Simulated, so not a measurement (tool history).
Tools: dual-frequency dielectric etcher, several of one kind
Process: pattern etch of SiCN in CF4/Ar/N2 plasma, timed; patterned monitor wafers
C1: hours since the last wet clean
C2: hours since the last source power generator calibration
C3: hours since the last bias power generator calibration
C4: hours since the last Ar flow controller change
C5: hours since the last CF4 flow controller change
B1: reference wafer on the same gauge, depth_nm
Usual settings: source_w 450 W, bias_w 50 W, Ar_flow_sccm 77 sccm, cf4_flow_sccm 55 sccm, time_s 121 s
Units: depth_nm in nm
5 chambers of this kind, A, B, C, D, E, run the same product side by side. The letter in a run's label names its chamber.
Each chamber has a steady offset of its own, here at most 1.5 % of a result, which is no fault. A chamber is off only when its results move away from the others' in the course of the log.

run 1C day=0.275 | source_w=450 bias_w=50 Ar_flow_sccm=77 cf4_flow_sccm=55 time_s=121 | C1=329.6 C2=2891.0 C3=385.3 C4=722.3 C5=661.8 | B1=81.081 | depth_nm=92.186
run 2B day=0.725 | source_w=450 bias_w=50 Ar_flow_sccm=77 cf4_flow_sccm=55 time_s=121 | C1=91.3 C2=609.2 C3=2701.8 C4=2541.6 C5=136.9 | B1=81.071 | depth_nm=91.996
run 3E day=1.204 | source_w=450 bias_w=50 Ar_flow_sccm=77 cf4_flow_sccm=55 time_s=121 | C1=319.6 C2=2645.0 C3=456.0 C4=5069.2 C5=71.4 | B1=81.120 | depth_nm=92.683
run 4A day=1.583 | source_w=450 bias_w=50 Ar_flow_sccm=77 cf4_flow_sccm=55 time_s=121 | C1=105.1 C2=2374.2 C3=143.6 C4=3953.2 C5=3265.0 | B1=81.111 | depth_nm=91.361
run 5D day=1.992 | source_w=450 bias_w=50 Ar_flow_sccm=77 cf4_flow_sccm=55 time_s=121 | C1=502.1 C2=1016.1 C3=2958.0 C4=2750.4 C5=741.1 | B1=81.099 | depth_nm=92.721
run 6B day=2.342 | source_w=450 bias_w=50 Ar_flow_sccm=77 cf4_flow_sccm=55 time_s=121 | C1=130.1 C2=648.0 C3=2740.6 C4=2580.4 C5=175.7 | B1=81.122 | depth_nm=92.296
run 7C day=2.617 | source_w=450 bias_w=50 Ar_flow_sccm=77 cf4_flow_sccm=55 time_s=121 | C1=385.8 C2=2947.2 C3=441.5 C4=778.5 C5=718.0 | B1=81.132 | depth_nm=92.338
run 8E day=2.904 | source_w=450 bias_w=50 Ar_flow_sccm=77 cf4_flow_sccm=55 time_s=121 | C1=360.4 C2=2685.8 C3=496.8 C4=5110.0 C5=112.2 | B1=81.134 | depth_nm=92.824
run 9A day=3.204 | source_w=450 bias_w=50 Ar_flow_sccm=77 cf4_flow_sccm=55 time_s=121 | C1=144.0 C2=2413.1 C3=182.5 C4=3992.1 C5=3303.9 | B1=81.117 | depth_nm=91.769
run 10D day=3.442 | source_w=450 bias_w=50 Ar_flow_sccm=77 cf4_flow_sccm=55 time_s=121 | C1=536.9 C2=1050.9 C3=2992.8 C4=2785.2 C5=775.9 | B1=81.128 | depth_nm=92.728
run 11C day=3.912 | source_w=450 bias_w=50 Ar_flow_sccm=77 cf4_flow_sccm=55 time_s=121 | C1=416.9 C2=2978.3 C3=472.6 C4=809.6 C5=749.1 | B1=81.139 | depth_nm=91.991
run 12B day=4.212 | source_w=450 bias_w=50 Ar_flow_sccm=77 cf4_flow_sccm=55 time_s=121 | C1=175.0 C2=692.9 C3=2785.5 C4=2625.3 C5=220.6 | B1=81.055 | depth_nm=92.661
-- day=4.396 chamber C: wet clean of the chamber
run 13A day=4.658 | source_w=450 bias_w=50 Ar_flow_sccm=77 cf4_flow_sccm=55 time_s=121 | C1=178.9 C2=2448.0 C3=217.4 C4=4027.0 C5=3338.8 | B1=81.104 | depth_nm=91.554
run 14E day=4.950 | source_w=450 bias_w=50 Ar_flow_sccm=77 cf4_flow_sccm=55 time_s=121 | C1=409.5 C2=2734.9 C3=545.9 C4=5159.1 C5=161.3 | B1=81.070 | depth_nm=92.961
run 15D day=5.458 | source_w=450 bias_w=50 Ar_flow_sccm=77 cf4_flow_sccm=55 time_s=121 | C1=585.3 C2=1099.3 C3=3041.2 C4=2833.6 C5=824.3 | B1=81.120 | depth_nm=92.754
run 16A day=5.692 | source_w=450 bias_w=50 Ar_flow_sccm=77 cf4_flow_sccm=67 time_s=121 | C1=203.7 C2=2472.8 C3=242.2 C4=4051.8 C5=3363.6 | B1=81.095 | depth_nm=94.486
-- day=5.762 chamber D: wet clean of the chamber
run 17B day=5.983 | source_w=450 bias_w=50 Ar_flow_sccm=77 cf4_flow_sccm=67 time_s=121 | C1=217.5 C2=735.4 C3=2828.0 C4=2667.8 C5=263.1 | B1=81.139 | depth_nm=95.397
run 18C day=6.400 | source_w=450 bias_w=50 Ar_flow_sccm=77 cf4_flow_sccm=67 time_s=121 | C1=48.1 C2=3038.0 C3=532.3 C4=869.3 C5=808.8 | B1=81.129 | depth_nm=97.838
run 19E day=6.733 | source_w=450 bias_w=50 Ar_flow_sccm=77 cf4_flow_sccm=67 time_s=121 | C1=452.3 C2=2777.7 C3=588.7 C4=5201.9 C5=204.1 | B1=81.104 | depth_nm=95.791
run 20D day=7.196 | source_w=450 bias_w=50 Ar_flow_sccm=77 cf4_flow_sccm=67 time_s=121 | C1=34.5 C2=1141.0 C3=3082.9 C4=2875.3 C5=866.0 | B1=81.125 | depth_nm=95.535
run 21D day=7.608 | source_w=450 bias_w=50 Ar_flow_sccm=77 cf4_flow_sccm=55 time_s=121 | C1=44.4 C2=1150.9 C3=3092.8 C4=2885.2 C5=875.9 | B1=81.148 | depth_nm=92.747
run 22C day=7.929 | source_w=450 bias_w=61 Ar_flow_sccm=77 cf4_flow_sccm=48 time_s=121 | C1=84.8 C2=3074.7 C3=569.0 C4=906.0 C5=845.5 | B1=81.099 | depth_nm=99.187
run 23A day=8.188 | source_w=450 bias_w=61 Ar_flow_sccm=77 cf4_flow_sccm=48 time_s=121 | C1=263.6 C2=2532.7 C3=302.1 C4=4111.7 C5=3423.5 | B1=81.094 | depth_nm=95.508
run 24B day=8.600 | source_w=450 bias_w=61 Ar_flow_sccm=77 cf4_flow_sccm=48 time_s=121 | C1=280.3 C2=798.2 C3=2890.8 C4=2730.6 C5=325.9 | B1=81.082 | depth_nm=96.496
-- day=8.771 chamber E: wet clean of the chamber
run 25E day=9.054 | source_w=450 bias_w=61 Ar_flow_sccm=77 cf4_flow_sccm=48 time_s=121 | C1=6.8 C2=2833.4 C3=644.4 C4=5257.6 C5=259.8 | B1=81.096 | depth_nm=97.256
run 26C day=9.567 | source_w=450 bias_w=61 Ar_flow_sccm=77 cf4_flow_sccm=48 time_s=121 | C1=124.1 C2=3114.0 C3=608.3 C4=945.3 C5=884.8 | B1=81.106 | depth_nm=98.890
run 27B day=9.921 | source_w=450 bias_w=50 Ar_flow_sccm=77 cf4_flow_sccm=55 time_s=121 | C1=312.0 C2=829.9 C3=2922.5 C4=2762.3 C5=357.6 | B1=81.116 | depth_nm=92.402
run 28A day=10.412 | source_w=450 bias_w=50 Ar_flow_sccm=77 cf4_flow_sccm=55 time_s=121 | C1=317.0 C2=2586.1 C3=355.5 C4=4165.1 C5=3476.9 | B1=81.108 | depth_nm=91.302
run 29D day=10.654 | source_w=450 bias_w=50 Ar_flow_sccm=77 cf4_flow_sccm=55 time_s=121 | C1=117.5 C2=1224.0 C3=3165.9 C4=2958.3 C5=949.0 | B1=81.095 | depth_nm=92.844
run 30E day=10.967 | source_w=450 bias_w=50 Ar_flow_sccm=77 cf4_flow_sccm=55 time_s=121 | C1=52.7 C2=2879.3 C3=690.3 C4=5303.5 C5=305.7 | B1=81.116 | depth_nm=92.918
run 31D day=11.462 | source_w=450 bias_w=50 Ar_flow_sccm=77 cf4_flow_sccm=55 time_s=121 | C1=136.9 C2=1243.4 C3=3185.3 C4=2977.7 C5=968.4 | B1=81.064 | depth_nm=92.590
run 32E day=11.867 | source_w=450 bias_w=50 Ar_flow_sccm=77 cf4_flow_sccm=55 time_s=121 | C1=74.3 C2=2900.9 C3=711.9 C4=5325.1 C5=327.3 | B1=81.121 | depth_nm=92.959
run 33B day=12.271 | source_w=450 bias_w=50 Ar_flow_sccm=77 cf4_flow_sccm=55 time_s=121 | C1=368.4 C2=886.3 C3=2978.9 C4=2818.7 C5=414.0 | B1=81.096 | depth_nm=92.122
run 34C day=12.638 | source_w=370 bias_w=50 Ar_flow_sccm=77 cf4_flow_sccm=55 time_s=121 | C1=197.8 C2=3187.7 C3=682.0 C4=1019.0 C5=958.5 | B1=81.125 | depth_nm=79.730
-- day=12.938 chamber D: bias power generator calibrated
run 35A day=13.029 | source_w=370 bias_w=50 Ar_flow_sccm=77 cf4_flow_sccm=55 time_s=121 | C1=379.8 C2=2648.9 C3=418.3 C4=4227.9 C5=3539.7 | B1=81.102 | depth_nm=76.732
run 36D day=13.475 | source_w=370 bias_w=50 Ar_flow_sccm=77 cf4_flow_sccm=55 time_s=121 | C1=185.2 C2=1291.7 C3=13.0 C4=3026.0 C5=1016.7 | B1=81.076 | depth_nm=78.130
-- day=13.483 chamber A: source power generator calibrated
run 37B day=13.738 | source_w=370 bias_w=50 Ar_flow_sccm=77 cf4_flow_sccm=55 time_s=121 | C1=403.6 C2=921.5 C3=3014.1 C4=2853.9 C5=449.2 | B1=81.112 | depth_nm=77.135
run 38E day=13.992 | source_w=370 bias_w=50 Ar_flow_sccm=77 cf4_flow_sccm=55 time_s=121 | C1=125.3 C2=2951.9 C3=762.9 C4=5376.1 C5=378.3 | B1=81.101 | depth_nm=78.488
run 39A day=14.496 | source_w=450 bias_w=50 Ar_flow_sccm=77 cf4_flow_sccm=55 time_s=121 | C1=415.0 C2=24.4 C3=453.5 C4=4263.1 C5=3574.9 | B1=81.106 | depth_nm=91.538

All 5 chambers run these settings next. Forecast each chamber's results:
run 40A day=14.867 | source_w=520 bias_w=50 Ar_flow_sccm=77 cf4_flow_sccm=55 time_s=121 | depth_nm=?
run 40B day=14.867 | source_w=520 bias_w=50 Ar_flow_sccm=77 cf4_flow_sccm=55 time_s=121 | depth_nm=?
run 40C day=14.867 | source_w=520 bias_w=50 Ar_flow_sccm=77 cf4_flow_sccm=55 time_s=121 | depth_nm=?
run 40D day=14.867 | source_w=520 bias_w=50 Ar_flow_sccm=77 cf4_flow_sccm=55 time_s=121 | depth_nm=?
run 40E day=14.867 | source_w=520 bias_w=50 Ar_flow_sccm=77 cf4_flow_sccm=55 time_s=121 | depth_nm=?

run=40A depth_nm=103.660
run=40B depth_nm=104.940
run=40C depth_nm=107.130
run=40D depth_nm=105.040
run=40E depth_nm=105.360

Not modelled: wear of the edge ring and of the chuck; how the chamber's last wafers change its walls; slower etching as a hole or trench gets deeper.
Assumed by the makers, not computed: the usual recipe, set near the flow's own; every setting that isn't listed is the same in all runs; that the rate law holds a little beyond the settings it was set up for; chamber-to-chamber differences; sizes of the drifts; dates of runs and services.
